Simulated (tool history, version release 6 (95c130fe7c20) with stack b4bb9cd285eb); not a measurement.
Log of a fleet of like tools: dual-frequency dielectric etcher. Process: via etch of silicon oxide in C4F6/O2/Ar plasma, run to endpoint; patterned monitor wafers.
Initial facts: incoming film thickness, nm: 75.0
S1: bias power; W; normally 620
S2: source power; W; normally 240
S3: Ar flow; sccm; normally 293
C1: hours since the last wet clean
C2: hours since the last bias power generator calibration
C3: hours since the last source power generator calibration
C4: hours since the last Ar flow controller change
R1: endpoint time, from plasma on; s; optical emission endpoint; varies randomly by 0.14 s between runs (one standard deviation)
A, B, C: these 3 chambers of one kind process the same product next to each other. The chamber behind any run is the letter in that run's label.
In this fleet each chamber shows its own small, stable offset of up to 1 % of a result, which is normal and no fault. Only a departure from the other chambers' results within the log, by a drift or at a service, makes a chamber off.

Run 1A, hour 12.5: usual settings; C1 324.6; C2 1886.4; C3 2540.7; C4 1967.2. Result: R1 18.127 s.
Run 2C, hour 21.7: usual settings; C1 343.5; C2 3541.4; C3 2937.0; C4 1158.6. Result: R1 18.324 s.
Run 3B, hour 34.1: usual settings; C1 381.5; C2 1462.8; C3 3861.8; C4 1042.1. Result: R1 18.167 s.
Run 4B, hour 42.2: usual settings; C1 389.6; C2 1470.9; C3 3869.9; C4 1050.2. Result: R1 18.461 s.
Run 5C, hour 49.8: usual settings; C1 371.6; C2 3569.5; C3 2965.1; C4 1186.7. Result: R1 18.324 s.
At hour 52.8: chamber A: source power generator calibrated.
Run 6A, hour 60.8: usual settings; C1 372.9; C2 1934.7; C3 8.1; C4 2015.5. Result: R1 17.890 s.
At hour 65.1: chamber C: wet clean of the chamber.
Run 7B, hour 70.1: usual settings; C1 417.5; C2 1498.8; C3 3897.8; C4 1078.1. Result: R1 18.358 s.
Run 8C, hour 76.5: usual settings; C1 11.5; C2 3596.2; C3 2991.8; C4 1213.4. Result: R1 18.248 s.
Run 9A, hour 88.7: usual settings; C1 400.8; C2 1962.6; C3 36.0; C4 2043.4. Result: R1 18.043 s.
Run 10A, hour 96.2: usual settings; C1 408.3; C2 1970.1; C3 43.5; C4 2050.9. Result: R1 18.140 s.
Run 11C, hour 103.8: usual settings; C1 38.8; C2 3623.5; C3 3019.1; C4 1240.7. Result: R1 18.074 s.
Run 12B, hour 113.9: usual settings; C1 461.3; C2 1542.6; C3 3941.6; C4 1121.9. Result: R1 18.383 s.
Run 13A, hour 120.9: usual settings; C1 433.0; C2 1994.8; C3 68.2; C4 2075.6. Result: R1 18.201 s.
At hour 131.1: chamber A: wet clean of the chamber.
Run 14C, hour 132.3: usual settings; C1 67.3; C2 3652.0; C3 3047.6; C4 1269.2. Result: R1 18.218 s.
Run 15B, hour 140.4: usual settings; C1 487.8; C2 1569.1; C3 3968.1; C4 1148.4. Result: R1 18.373 s.
Run 16C, hour 148.6: usual settings; C1 83.6; C2 3668.3; C3 3063.9; C4 1285.5. Result: R1 18.235 s.
Run 17A, hour 156.7: usual settings; C1 25.6; C2 2030.6; C3 104.0; C4 2111.4. Result: R1 18.098 s.
Run 18B, hour 167.8: usual settings; C1 515.2; C2 1596.5; C3 3995.5; C4 1175.8. Result: R1 18.475 s.
Run 19C, hour 181.1: usual settings but S1 752 W, S2 200 W; C1 116.1; C2 3700.8; C3 3096.4; C4 1318.0. Result: R1 17.819 s.
Run 20B, hour 190.3: usual settings but S1 752 W, S2 200 W; C1 537.7; C2 1619.0; C3 4018.0; C4 1198.3. Result: R1 17.973 s.
Run 21A, hour 203.8: usual settings but S1 752 W, S2 200 W; C1 72.7; C2 2077.7; C3 151.1; C4 2158.5. Result: R1 17.960 s.
Run 22B, hour 213.7: usual settings but S2 280 W, S3 354 sccm; C1 561.1; C2 1642.4; C3 4041.4; C4 1221.7. Result: R1 17.446 s.
Run 23C, hour 223.3: usual settings but S2 280 W, S3 354 sccm; C1 158.3; C2 3743.0; C3 3138.6; C4 1360.2. Result: R1 17.623 s.
Run 24A, hour 235.7: usual settings but S2 280 W, S3 354 sccm; C1 104.6; C2 2109.6; C3 183.0; C4 2190.4. Result: R1 17.683 s.
Run 25A, hour 243.9: usual settings; C1 112.8; C2 2117.8; C3 191.2; C4 2198.6. Result: R1 18.149 s.
Run 26C, hour 254.3: usual settings; C1 189.3; C2 3774.0; C3 3169.6; C4 1391.2. Result: R1 18.188 s.
At hour 255.4: chamber B: wet clean of the chamber.
Run 27B, hour 260.5: usual settings; C1 5.1; C2 1689.2; C3 4088.2; C4 1268.5. Result: R1 18.296 s.
Run 28C, hour 267.1: usual settings; C1 202.1; C2 3786.8; C3 3182.4; C4 1404.0. Result: R1 18.002 s.
Run 29A, hour 274.7: usual settings; C1 143.6; C2 2148.6; C3 222.0; C4 2229.4. Result: R1 18.337 s.
Run 30B, hour 285.4: usual settings; C1 30.0; C2 1714.1; C3 4113.1; C4 1293.4. Result: R1 18.477 s.
Run 31C, hour 292.0: usual settings; C1 227.0; C2 3811.7; C3 3207.3; C4 1428.9. Result: R1 18.296 s.
Run 32B, hour 305.6: usual settings but S1 733 W, S3 336 sccm; C1 50.2; C2 1734.3; C3 4133.3; C4 1313.6. Result: R1 17.300 s.
Run 33A, hour 316.6: usual settings but S1 733 W, S3 336 sccm; C1 185.5; C2 2190.5; C3 263.9; C4 2271.3. Result: R1 17.390 s.
Run 34A, hour 328.0: usual settings but S1 733 W, S3 336 sccm; C1 196.9; C2 2201.9; C3 275.3; C4 2282.7. Result: R1 17.213 s.
Run 35C, hour 336.0: usual settings; C1 271.0; C2 3855.7; C3 3251.3; C4 1472.9. Result: R1 18.157 s.
Run 36B, hour 346.5: usual settings; C1 91.1; C2 1775.2; C3 4174.2; C4 1354.5. Result: R1 18.030 s.
Run 37B, hour 358.3: usual settings; C1 102.9; C2 1787.0; C3 4186.0; C4 1366.3. Result: R1 18.455 s.
Run 38C, hour 370.1: usual settings; C1 305.1; C2 3889.8; C3 3285.4; C4 1507.0. Result: R1 18.197 s.
Run 39A, hour 382.4: usual settings; C1 251.3; C2 2256.3; C3 329.7; C4 2337.1. Result: R1 18.060 s.
Run 40B, hour 388.9: usual settings; C1 133.5; C2 1817.6; C3 4216.6; C4 1396.9. Result: R1 18.206 s.
Run 41C, hour 399.4: usual settings; C1 334.4; C2 3919.1; C3 3314.7; C4 1536.3. Result: R1 18.356 s.
Run 42A, hour 410.2: usual settings; C1 279.1; C2 2284.1; C3 357.5; C4 2364.9. Result: R1 18.228 s.
Run 43A, hour 421.6: usual settings but S1 574 W, S2 190 W; C1 290.5; C2 2295.5; C3 368.9; C4 2376.3. Result: R1 20.270 s.
Run 44C, hour 431.9: usual settings but S1 574 W, S2 190 W; C1 366.9; C2 3951.6; C3 3347.2; C4 1568.8. Result: R1 20.527 s.

Is one chamber out of step, is the gauge drifting, or do the chambers differ by no more than their own small offsets? For an off chamber, give its letter and the likeliest cause.

Nothing is wrong: each chamber keeps only its own small, steady offset and the gauge holds still.

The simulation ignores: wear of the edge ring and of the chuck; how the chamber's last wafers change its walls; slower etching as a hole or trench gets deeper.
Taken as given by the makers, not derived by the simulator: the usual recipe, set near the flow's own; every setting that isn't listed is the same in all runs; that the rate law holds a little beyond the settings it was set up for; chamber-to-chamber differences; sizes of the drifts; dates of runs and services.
